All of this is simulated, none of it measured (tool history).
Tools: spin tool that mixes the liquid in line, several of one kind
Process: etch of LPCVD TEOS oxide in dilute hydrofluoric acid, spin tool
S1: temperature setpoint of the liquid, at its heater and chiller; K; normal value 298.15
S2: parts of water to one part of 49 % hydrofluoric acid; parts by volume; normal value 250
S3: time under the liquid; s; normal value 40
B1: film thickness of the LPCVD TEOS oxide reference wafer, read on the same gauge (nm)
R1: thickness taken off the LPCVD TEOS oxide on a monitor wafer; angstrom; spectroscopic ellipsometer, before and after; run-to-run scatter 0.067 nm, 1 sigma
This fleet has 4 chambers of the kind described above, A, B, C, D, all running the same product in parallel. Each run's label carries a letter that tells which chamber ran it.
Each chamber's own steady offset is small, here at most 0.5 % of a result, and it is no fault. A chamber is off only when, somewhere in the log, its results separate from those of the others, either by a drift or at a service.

run,hour,S1,S2,S3,B1,R1
1C,9.8,298.15,250,40,79.984,78.651
2D,16.6,298.15,250,40,79.998,78.060
3A,28.9,298.15,250,40,80.019,79.993
4B,40.3,298.15,250,40,79.989,79.113
5A,47.1,301.65,180,40,80.002,135.130
6B,58.4,301.65,180,40,80.009,133.430
# hour 61.5: chamber C: hydrofluoric acid flow meter replaced
7D,68.6,301.65,180,40,79.989,132.190
8C,81.3,301.65,180,40,80.009,133.020
9B,88.5,298.15,250,25,80.020,49.010
10A,96.2,298.15,250,25,80.009,48.849
11D,105.0,298.15,250,25,80.007,48.967
12C,114.1,298.15,250,25,80.004,49.701
13C,124.1,298.15,250,40,79.999,78.582
14D,133.7,298.15,250,40,79.978,79.511
15B,147.1,298.15,170,40,79.992,125.290
16A,155.6,298.15,170,40,80.006,126.750
17D,162.1,298.15,170,40,80.002,125.670
18A,171.2,298.15,170,40,80.000,125.090
19C,180.1,298.15,160,60,79.991,203.790
20B,193.4,298.15,160,60,79.990,199.110
21B,207.1,298.15,160,60,80.020,201.330
22A,216.2,298.15,160,60,79.974,200.290
23C,228.5,295.15,250,30,80.012,52.730
24D,235.5,295.15,250,30,80.020,53.099
25A,241.9,295.15,250,30,79.982,52.059
26C,248.2,295.15,250,30,80.032,53.043
27B,262.3,298.15,250,40,79.986,78.609
28D,271.4,298.15,250,40,80.020,79.318
29D,282.5,301.15,250,65,80.017,141.700
30C,296.0,301.15,250,65,80.008,141.990
31A,304.2,301.15,250,65,80.013,140.940
# hour 308.1: chamber D: hydrofluoric acid flow meter replaced
32B,310.4,301.15,250,65,80.002,140.580
# hour 322.8: chamber B: hydrofluoric acid flow meter replaced
33A,324.5,298.15,250,40,80.000,77.178
34C,336.7,298.15,250,40,79.996,79.872
35D,348.6,298.15,250,40,80.015,77.994
36B,361.6,298.15,250,25,80.002,48.662
37B,370.0,298.15,250,25,80.002,49.371
38C,377.6,298.15,250,25,79.986,49.194
39D,387.1,298.15,250,25,79.997,48.943
40A,400.7,298.15,335,40,80.008,53.556
41D,412.5,298.15,335,40,80.008,53.849

Next, every chamber runs the same settings. What will each give?
42A,422.7,298.15,250,40,,?
42B,422.7,298.15,250,40,,?
42C,422.7,298.15,250,40,,?
42D,422.7,298.15,250,40,,?

run,R1
42A,78.890
42B,78.238
42C,78.207
42D,77.930
